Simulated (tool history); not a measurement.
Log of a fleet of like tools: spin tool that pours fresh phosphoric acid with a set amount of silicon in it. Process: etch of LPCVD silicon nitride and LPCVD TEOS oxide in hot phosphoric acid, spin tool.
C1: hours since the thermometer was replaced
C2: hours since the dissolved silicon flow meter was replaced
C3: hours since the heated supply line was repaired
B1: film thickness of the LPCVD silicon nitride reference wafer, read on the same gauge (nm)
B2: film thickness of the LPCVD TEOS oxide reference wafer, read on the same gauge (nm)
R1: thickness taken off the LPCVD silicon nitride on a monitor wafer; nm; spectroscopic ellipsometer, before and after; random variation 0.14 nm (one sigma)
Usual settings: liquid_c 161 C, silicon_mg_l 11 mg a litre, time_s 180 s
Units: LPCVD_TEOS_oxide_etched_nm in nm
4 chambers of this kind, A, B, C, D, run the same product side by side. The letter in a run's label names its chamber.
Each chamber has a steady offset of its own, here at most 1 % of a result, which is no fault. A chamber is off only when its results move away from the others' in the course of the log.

Run 1B, hour 4.6: usual settings; C1 1364.7; C2 835.3; C3 182.6; B1 140.01; B2 90.012. Result: R1 14.232 nm, LPCVD_TEOS_oxide_etched_nm 0.54798 nm.
Run 2A, hour 8.2: usual settings; C1 1808.7; C2 700.5; C3 1229.5; B1 140; B2 89.995. Result: R1 14.426 nm, LPCVD_TEOS_oxide_etched_nm 0.59745 nm.
Run 3D, hour 13.2: usual settings; C1 47.2; C2 247.8; C3 2637.5; B1 139.97; B2 90.018. Result: R1 14.491 nm, LPCVD_TEOS_oxide_etched_nm 0.54116 nm.
Run 4C, hour 17.7: usual settings; C1 1304.4; C2 1021.9; C3 2321.3; B1 140; B2 89.995. Result: R1 14.239 nm, LPCVD_TEOS_oxide_etched_nm 0.55827 nm.
Run 5C, hour 22.7: usual settings; C1 1309.4; C2 1026.9; C3 2326.3; B1 140.01; B2 89.993. Result: R1 14.001 nm, LPCVD_TEOS_oxide_etched_nm 0.54801 nm.
Run 6A, hour 28.9: usual settings; C1 1829.4; C2 721.2; C3 1250.2; B1 140; B2 90.028. Result: R1 14.405 nm, LPCVD_TEOS_oxide_etched_nm 0.5439 nm.
Run 7D, hour 33.1: usual settings but silicon_mg_l 16 mg a litre; C1 67.1; C2 267.7; C3 2657.4; B1 139.99; B2 89.986. Result: R1 14.673 nm, LPCVD_TEOS_oxide_etched_nm 0.45724 nm.
Run 8B, hour 39.3: usual settings but silicon_mg_l 16 mg a litre; C1 1399.4; C2 870; C3 217.3; B1 140.02; B2 89.982. Result: R1 14.513 nm, LPCVD_TEOS_oxide_etched_nm 0.56957 nm.
At hour 44: chamber D: heated supply line repaired.
Run 9D, hour 44.4: usual settings but silicon_mg_l 16 mg a litre; C1 78.4; C2 279; C3 0.4; B1 140.01; B2 89.997. Result: R1 14.61 nm, LPCVD_TEOS_oxide_etched_nm 0.5139 nm.
Run 10C, hour 49.4: usual settings but silicon_mg_l 16 mg a litre; C1 1336.1; C2 1053.6; C3 2353; B1 140; B2 90.026. Result: R1 13.924 nm, LPCVD_TEOS_oxide_etched_nm 0.50583 nm.
Run 11B, hour 52.6: usual settings; C1 1412.7; C2 883.3; C3 230.6; B1 139.97; B2 90. Result: R1 14.526 nm, LPCVD_TEOS_oxide_etched_nm 0.5443 nm.
Run 12A, hour 56: usual settings; C1 1856.5; C2 748.3; C3 1277.3; B1 139.99; B2 89.996. Result: R1 14.241 nm, LPCVD_TEOS_oxide_etched_nm 0.55945 nm.
Run 13D, hour 61.6: usual settings; C1 95.6; C2 296.2; C3 17.6; B1 140.02; B2 90.002. Result: R1 14.626 nm, LPCVD_TEOS_oxide_etched_nm 0.52569 nm.
Run 14A, hour 67.5: usual settings; C1 1868; C2 759.8; C3 1288.8; B1 140.02; B2 90.003. Result: R1 14.309 nm, LPCVD_TEOS_oxide_etched_nm 0.48859 nm.
Run 15C, hour 72: usual settings; C1 1358.7; C2 1076.2; C3 2375.6; B1 139.99; B2 89.996. Result: R1 13.93 nm, LPCVD_TEOS_oxide_etched_nm 0.46132 nm.
Run 16B, hour 77.6: usual settings; C1 1437.7; C2 908.3; C3 255.6; B1 139.99; B2 89.991. Result: R1 14.39 nm, LPCVD_TEOS_oxide_etched_nm 0.55787 nm.
Run 17C, hour 82.5: usual settings; C1 1369.2; C2 1086.7; C3 2386.1; B1 139.99; B2 90.002. Result: R1 13.585 nm, LPCVD_TEOS_oxide_etched_nm 0.52602 nm.
Run 18B, hour 88.1: usual settings; C1 1448.2; C2 918.8; C3 266.1; B1 139.97; B2 90.004. Result: R1 14.382 nm, LPCVD_TEOS_oxide_etched_nm 0.61381 nm.
Run 19A, hour 93.4: usual settings; C1 1893.9; C2 785.7; C3 1314.7; B1 139.97; B2 89.993. Result: R1 14.615 nm, LPCVD_TEOS_oxide_etched_nm 0.54419 nm.
Run 20D, hour 99.2: usual settings; C1 133.2; C2 333.8; C3 55.2; B1 140.01; B2 90.028. Result: R1 14.772 nm, LPCVD_TEOS_oxide_etched_nm 0.50362 nm.
Run 21D, hour 102.8: usual settings; C1 136.8; C2 337.4; C3 58.8; B1 139.97; B2 90.009. Result: R1 14.534 nm, LPCVD_TEOS_oxide_etched_nm 0.54401 nm.
Run 22B, hour 107.8: usual settings; C1 1467.9; C2 938.5; C3 285.8; B1 139.99; B2 89.995. Result: R1 14.43 nm, LPCVD_TEOS_oxide_etched_nm 0.49054 nm.
Run 23A, hour 110.8: usual settings; C1 1911.3; C2 803.1; C3 1332.1; B1 140; B2 89.998. Result: R1 14.323 nm, LPCVD_TEOS_oxide_etched_nm 0.49153 nm.
Run 24C, hour 115.3: usual settings but silicon_mg_l 6 mg a litre, time_s 105 s; C1 1402; C2 1119.5; C3 2418.9; B1 140.01; B2 89.988. Result: R1 7.6937 nm, LPCVD_TEOS_oxide_etched_nm 0.26781 nm.
Run 25D, hour 119.7: usual settings but silicon_mg_l 6 mg a litre, time_s 105 s; C1 153.7; C2 354.3; C3 75.7; B1 139.98; B2 90.006. Result: R1 8.4563 nm, LPCVD_TEOS_oxide_etched_nm 0.39025 nm.
Run 26A, hour 125.6: usual settings but silicon_mg_l 6 mg a litre, time_s 105 s; C1 1926.1; C2 817.9; C3 1346.9; B1 139.98; B2 90.002. Result: R1 8.3333 nm, LPCVD_TEOS_oxide_etched_nm 0.37145 nm.
At hour 127.6: chamber B: dissolved silicon flow meter replaced.
Run 27B, hour 129.3: usual settings but silicon_mg_l 6 mg a litre, time_s 105 s; C1 1489.4; C2 1.8; C3 307.3; B1 140; B2 90.006. Result: R1 8.4025 nm, LPCVD_TEOS_oxide_etched_nm 0.37847 nm.
Run 28C, hour 135.3: usual settings; C1 1422; C2 1139.5; C3 2438.9; B1 139.99; B2 89.977. Result: R1 13.332 nm, LPCVD_TEOS_oxide_etched_nm 0.47449 nm.
Run 29D, hour 138.1: usual settings; C1 172.1; C2 372.7; C3 94.1; B1 140; B2 90. Result: R1 14.696 nm, LPCVD_TEOS_oxide_etched_nm 0.58346 nm.
Run 30C, hour 143.8: usual settings; C1 1430.5; C2 1148; C3 2447.4; B1 140; B2 90.008. Result: R1 13.372 nm, LPCVD_TEOS_oxide_etched_nm 0.43582 nm.
Run 31B, hour 147.2: usual settings; C1 1507.3; C2 19.7; C3 325.2; B1 140; B2 90.003. Result: R1 14.372 nm, LPCVD_TEOS_oxide_etched_nm 0.51593 nm.
Run 32A, hour 152.6: usual settings; C1 1953.1; C2 844.9; C3 1373.9; B1 140.02; B2 89.998. Result: R1 14.313 nm, LPCVD_TEOS_oxide_etched_nm 0.57853 nm.
Run 33B, hour 157.5: usual settings; C1 1517.6; C2 30; C3 335.5; B1 139.98; B2 90.009. Result: R1 14.519 nm, LPCVD_TEOS_oxide_etched_nm 0.58206 nm.
Run 34A, hour 160.9: usual settings; C1 1961.4; C2 853.2; C3 1382.2; B1 139.99; B2 89.989. Result: R1 14.537 nm, LPCVD_TEOS_oxide_etched_nm 0.57656 nm.

All 4 chambers run these settings next. Forecast each chamber's results:
Run 35A, hour 165.5: usual settings. Result: R1 ?, LPCVD_TEOS_oxide_etched_nm ?.
Run 35B, hour 165.5: usual settings. Result: R1 ?, LPCVD_TEOS_oxide_etched_nm ?.
Run 35C, hour 165.5: usual settings. Result: R1 ?, LPCVD_TEOS_oxide_etched_nm ?.
Run 35D, hour 165.5: usual settings. Result: R1 ?, LPCVD_TEOS_oxide_etched_nm ?.

run      R1  LPCVD_TEOS_oxide_etched_nm
35A  14.339                     0.52961
35B  14.318                     0.55731
35C  12.925                     0.47211
35D  14.523                     0.58961
